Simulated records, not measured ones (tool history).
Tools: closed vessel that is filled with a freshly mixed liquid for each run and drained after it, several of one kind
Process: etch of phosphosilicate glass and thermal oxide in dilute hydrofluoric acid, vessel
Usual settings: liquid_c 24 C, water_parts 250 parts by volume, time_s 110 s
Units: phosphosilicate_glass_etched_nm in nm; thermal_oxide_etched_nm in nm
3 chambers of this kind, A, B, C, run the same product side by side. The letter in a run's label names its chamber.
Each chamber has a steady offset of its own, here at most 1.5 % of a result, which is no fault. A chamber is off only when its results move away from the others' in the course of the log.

run   hour  liquid_c  water_parts  time_s  read-back film thickness of the phosphosilicate glass reference wafer, read on the same gauge (nm)  read-back film thickness of the thermal oxide reference wafer, read on the same gauge (nm)  phosphosilicate_glass_etched_nm  thermal_oxide_etched_nm
 1A    5.1        24          250     110                                                                                              30.005                                                                                      69.986                           49.915                     1.78
 2C   10.6        24          250     110                                                                                              30.016                                                                                      69.994                           48.593                   1.7482
 3B     14        24          250     110                                                                                              30.049                                                                                      70.008                           48.975                   1.7581
 4C   20.1        24          250     110                                                                                              30.006                                                                                      70.005                           49.308                    1.787
 5A   24.9        24          155      75                                                                                              30.037                                                                                      70.001                           62.127                   2.2108
 6B   29.2        24          155      75                                                                                              29.976                                                                                      69.994                           61.204                   2.2281
 7B   33.7        24          155      75                                                                                              29.982                                                                                      69.993                           60.071                   2.1773
 8A   37.9        24          250     110                                                                                              30.005                                                                                       70.01                           49.452                   1.7816
 9C   43.1        24          250     110                                                                                               29.99                                                                                      69.976                           48.565                   1.8052
10B   47.3        24          250     110                                                                                              30.006                                                                                      69.974                           48.891                    1.779
11A   52.9        24          250     110                                                                                               30.02                                                                                      70.007                           48.796                   1.7956
12C   56.6      20.5          250     165                                                                                              29.979                                                                                      70.013                           64.442                    2.427
13B   60.5      20.5          250     165                                                                                              29.991                                                                                      70.011                           64.402                   2.3369
14A   65.9      20.5          250     165                                                                                              29.979                                                                                       69.99                           65.042                   2.3248
15C   69.3        24          250     110                                                                                              30.002                                                                                      70.013                           48.843                   1.7721
16A   74.2        24          250     110                                                                                              30.012                                                                                      69.991                           49.542                   1.7645
17C   78.1        24          250     110                                                                                              30.036                                                                                      70.005                           49.112                   1.7957
18B   82.2        24          250     110                                                                                              30.041                                                                                      69.985                           48.846                   1.7651
19A   85.7        24          250     110                                                                                              30.011                                                                                      70.006                           50.087                    1.778
20C   90.1        24          250     110                                                                                              29.998                                                                                      69.971                           49.242                   1.7995
21B     95        24          250     110                                                                                              30.003                                                                                       69.99                           48.625                    1.788
22B  101.2        24          250     110                                                                                              30.024                                                                                      70.014                           48.651                   1.7621
23C  107.1        24          250     110                                                                                               29.99                                                                                       70.01                           49.593                    1.817
24A  111.2        24          250     110                                                                                              29.958                                                                                      69.985                           50.196                    1.775
25B  118.3        24          250     110                                                                                              29.992                                                                                          70                           48.452                   1.7864

Next, every chamber runs the same settings. What will each give?
26A  123.7        24          250      70                                                                                                                                                                                                                                ?                        ?
26B  123.7        24          250      70                                                                                                                                                                                                                                ?                        ?
26C  123.7        24          250      70                                                                                                                                                                                                                                ?                        ?

run  phosphosilicate_glass_etched_nm  thermal_oxide_etched_nm
26A                           31.802                   1.1176
26B                           31.177                   1.1369
26C                           31.164                   1.1329
